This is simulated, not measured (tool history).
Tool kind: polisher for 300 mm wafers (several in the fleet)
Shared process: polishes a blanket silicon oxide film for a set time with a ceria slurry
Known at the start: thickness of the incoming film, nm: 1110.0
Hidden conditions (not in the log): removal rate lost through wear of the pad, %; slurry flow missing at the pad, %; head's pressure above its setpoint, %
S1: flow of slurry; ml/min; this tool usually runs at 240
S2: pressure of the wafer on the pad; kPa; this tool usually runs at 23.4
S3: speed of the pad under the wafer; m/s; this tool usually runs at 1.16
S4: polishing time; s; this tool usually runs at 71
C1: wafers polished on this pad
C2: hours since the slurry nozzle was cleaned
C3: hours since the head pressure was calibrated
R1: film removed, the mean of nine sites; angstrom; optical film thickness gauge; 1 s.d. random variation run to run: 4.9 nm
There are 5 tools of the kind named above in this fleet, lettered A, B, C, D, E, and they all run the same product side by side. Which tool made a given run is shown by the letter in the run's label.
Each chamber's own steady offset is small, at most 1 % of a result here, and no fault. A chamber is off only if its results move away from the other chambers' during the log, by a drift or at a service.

run   hour   S1    S2    S3  S4   C1     C2     C3      R1
 1A      3  240  23.4  1.16  71  609  511.3   74.1  3435.4
 2C    6.8  240  23.4  1.16  71  566  178.7  529.1  3545.9
 3D    9.8  240  23.4  1.16  71  540    877   57.1  3433.9
 4B   11.8  240  23.4  1.16  71  359  246.2  688.9  3487.8
      12.3  -- chamber A: worn pad replaced by a new one
      14.8  -- chamber C: worn pad replaced by a new one
 5E   15.4  240  23.4  1.16  71  222   81.3  733.1  3368.1
 6C   18.1  240  23.4  1.16  71   21    190  540.4  3472.9
 7A   21.9  240  23.4  1.16  71   63  530.2     93  3563.8
 8E   25.1  165  23.4  1.16  71  285     91  742.8  3290.6
 9B   28.5  165  23.4  1.16  71  468  262.9  705.6  3359.2
10D   32.7  165  23.4  1.16  71  689  899.9     80  3256.9
11B   36.2  165  23.4  1.16  71  518  270.6  713.3  3322.7
12A   38.3  165  23.4  1.16  71  169  546.6  109.4  3187.2
13E   41.6  240  23.4  1.16  71  393  107.5  759.3  3389.6
14D   45.8  240  23.4  1.16  71  774    913   93.1    3491
15C   49.8  195    31  1.16  71  228  221.7  572.1  4430.8
16B   53.6  195    31  1.16  71  632    288  730.7  4425.8
17C   56.6  195    31  1.16  71  272  228.5  578.9  4482.2
18D   59.2  195    31  1.16  71  862  926.4  106.5  4411.1
      59.5  -- chamber D: slurry nozzle cleaned
      60.1  -- chamber B: worn pad replaced by a new one
19E   62.4  195    31  1.16  71  528  128.3  780.1  4496.9
      64.9  -- chamber D: worn pad replaced by a new one
20A   66.5  240  23.4  1.16  71  353  574.8  137.6  3520.8
21B   70.2  240  23.4  1.16  71   66  304.6  747.3  3539.3
      72.9  -- chamber E: worn pad replaced by a new one
22E   74.5  240  23.4  1.16  71   10  140.4  792.2  3461.7
23D   78.2  240  23.4  1.16  71   86   18.8  125.5  3530.5
24A   81.9  240  23.4  1.16  71  453  590.2    153  3435.6
25C     86  240  23.4  1.16  71  463  257.9  608.3  3419.1
26D   88.2  240  23.4  1.16  71  152   28.8  135.5  3495.9
27E   91.6  240  23.4  1.16  71  121  157.5  809.3  3386.6
      93.8  -- chamber B: slurry nozzle cleaned
28A   94.9  240  23.4  1.16  71  538  603.2    166  3347.9
29B   98.5  240  23.4  1.16  71  250    4.7  775.6  3540.4
      99.3  -- chamber A: worn pad replaced by a new one
30C  102.2  240  23.4  1.16  71  569  274.1  624.5  3414.8
31D  105.4  240  23.4  1.16  71  264     46  152.7    3419
     105.6  -- chamber A: slurry nozzle cleaned
32C  107.3  240  23.4  1.16  71  602  279.2  629.6  3405.9
33B  109.8  240  23.4  1.16  71  324     16  786.9  3448.4
34E  113.4  240  23.4  1.16  71  263  179.3  831.1    3431
     115.2  -- chamber C: worn pad replaced by a new one
35A  116.2  240  23.4  1.16  71  110   10.7  187.3  3391.5
36E  120.2  240  23.4  1.16  71  308  186.1  837.9  3503.7
37D  124.1  240  23.4  1.16  71  385   64.7  171.4  3443.9
38C  127.3  240  23.4  1.16  71   79  299.2  649.6  3462.1
39B    130  240  23.4  1.16  71  455   36.2  807.1  3492.7
40A  132.3  240  23.4  1.16  71  214   26.8  203.4  3340.3

One chamber off, gauge drift, or nothing amiss beyond the chambers' own small offsets? If it is a chamber, which one, and what is the likeliest cause?

Neither any chamber nor the gauge drifts; the chambers differ only by their own small, steady offsets.
